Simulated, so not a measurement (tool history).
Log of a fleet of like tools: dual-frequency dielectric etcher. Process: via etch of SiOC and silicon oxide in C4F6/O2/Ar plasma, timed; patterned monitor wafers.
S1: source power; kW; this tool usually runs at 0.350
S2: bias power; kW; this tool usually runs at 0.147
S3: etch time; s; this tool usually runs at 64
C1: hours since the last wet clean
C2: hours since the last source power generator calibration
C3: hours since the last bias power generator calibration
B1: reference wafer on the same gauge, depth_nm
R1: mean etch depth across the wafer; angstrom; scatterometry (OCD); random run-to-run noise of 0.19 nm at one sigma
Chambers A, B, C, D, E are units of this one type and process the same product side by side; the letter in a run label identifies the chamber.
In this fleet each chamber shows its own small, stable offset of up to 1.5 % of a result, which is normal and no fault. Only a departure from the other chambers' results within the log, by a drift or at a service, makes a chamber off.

run	day	S1	S2	S3	C1	C2	C3	B1	R1
1C	0.362	0.350	0.147	64	346.2	2019.6	2666.3	71.214	648.85
2A	0.625	0.350	0.147	64	59.7	240.4	640.5	71.163	642.25
3D	1.075	0.350	0.147	64	149.9	2463.0	451.4	71.200	645.67
4E	1.483	0.350	0.147	64	272.8	826.9	3242.5	71.150	652.01
5B	1.779	0.350	0.147	64	225.8	1167.3	1765.4	71.188	646.30
6E	2.100	0.350	0.147	64	287.6	841.7	3257.3	71.194	655.21
7C	2.379	0.350	0.147	64	394.6	2068.0	2714.7	71.165	642.51
8D	2.792	0.350	0.147	64	191.1	2504.2	492.6	71.109	641.88
9A	3.142	0.350	0.147	64	120.1	300.8	700.9	71.220	637.51
10B	3.608	0.350	0.147	64	269.7	1211.2	1809.3	71.177	646.79
11C	3.929	0.350	0.147	64	431.8	2105.2	2751.9	71.212	644.03
12B	4.254	0.350	0.147	64	285.2	1226.7	1824.8	71.191	644.20
13A	4.504	0.350	0.147	64	152.8	333.5	733.6	71.227	639.91
14D	4.912	0.310	0.132	64	242.0	2555.1	543.5	71.164	594.42
15E	5.267	0.310	0.132	64	363.6	917.7	3333.3	71.185	599.99
16A	5.654	0.310	0.132	64	180.4	361.1	761.2	71.190	592.43
17D	5.983	0.310	0.132	64	267.7	2580.8	569.2	71.134	592.52
18E	6.288	0.310	0.132	64	388.1	942.2	3357.8	71.193	601.18
19B	6.725	0.350	0.147	64	344.5	1286.0	1884.1	71.178	647.81
20C	6.954	0.350	0.147	64	504.4	2177.8	2824.5	71.217	644.43
21D	7.325	0.350	0.147	64	299.9	2613.0	601.4	71.179	644.09
22E	7.621	0.350	0.147	64	420.1	974.2	3389.8	71.202	648.85
# day 7.625: chamber C: wet clean of the chamber
23B	7.858	0.350	0.147	64	371.7	1313.2	1911.3	71.252	646.93
24C	8.283	0.350	0.147	64	15.9	2209.7	2856.4	71.223	644.73
25A	8.733	0.350	0.147	64	254.3	435.0	835.1	71.207	638.06
26B	9.062	0.350	0.147	64	400.6	1342.1	1940.2	71.230	645.15
27D	9.288	0.350	0.147	64	347.0	2660.1	648.5	71.249	644.96
28C	9.638	0.350	0.147	64	48.4	2242.2	2888.9	71.166	644.83
29A	9.958	0.350	0.147	64	283.7	464.4	864.5	71.217	640.64
30E	10.304	0.350	0.147	64	484.5	1038.6	3454.2	71.224	652.99
31E	10.708	0.350	0.147	64	494.2	1048.3	3463.9	71.216	651.12
32C	11.067	0.350	0.147	64	82.7	2276.5	2923.2	71.193	641.44
# day 11.171: chamber D: wet clean of the chamber
33B	11.417	0.350	0.147	64	457.1	1398.6	1996.7	71.262	642.84
34A	11.688	0.350	0.147	64	325.2	505.9	906.0	71.187	640.55
35D	12.029	0.350	0.147	64	20.6	2725.9	714.3	71.197	645.56

What goes on in this fleet: one chamber off, a drifting gauge, or nothing beyond the chambers' own small offsets? Name the chamber and the cause, if any.

Neither any chamber nor the gauge drifts; the chambers differ only by their own small, steady offsets.
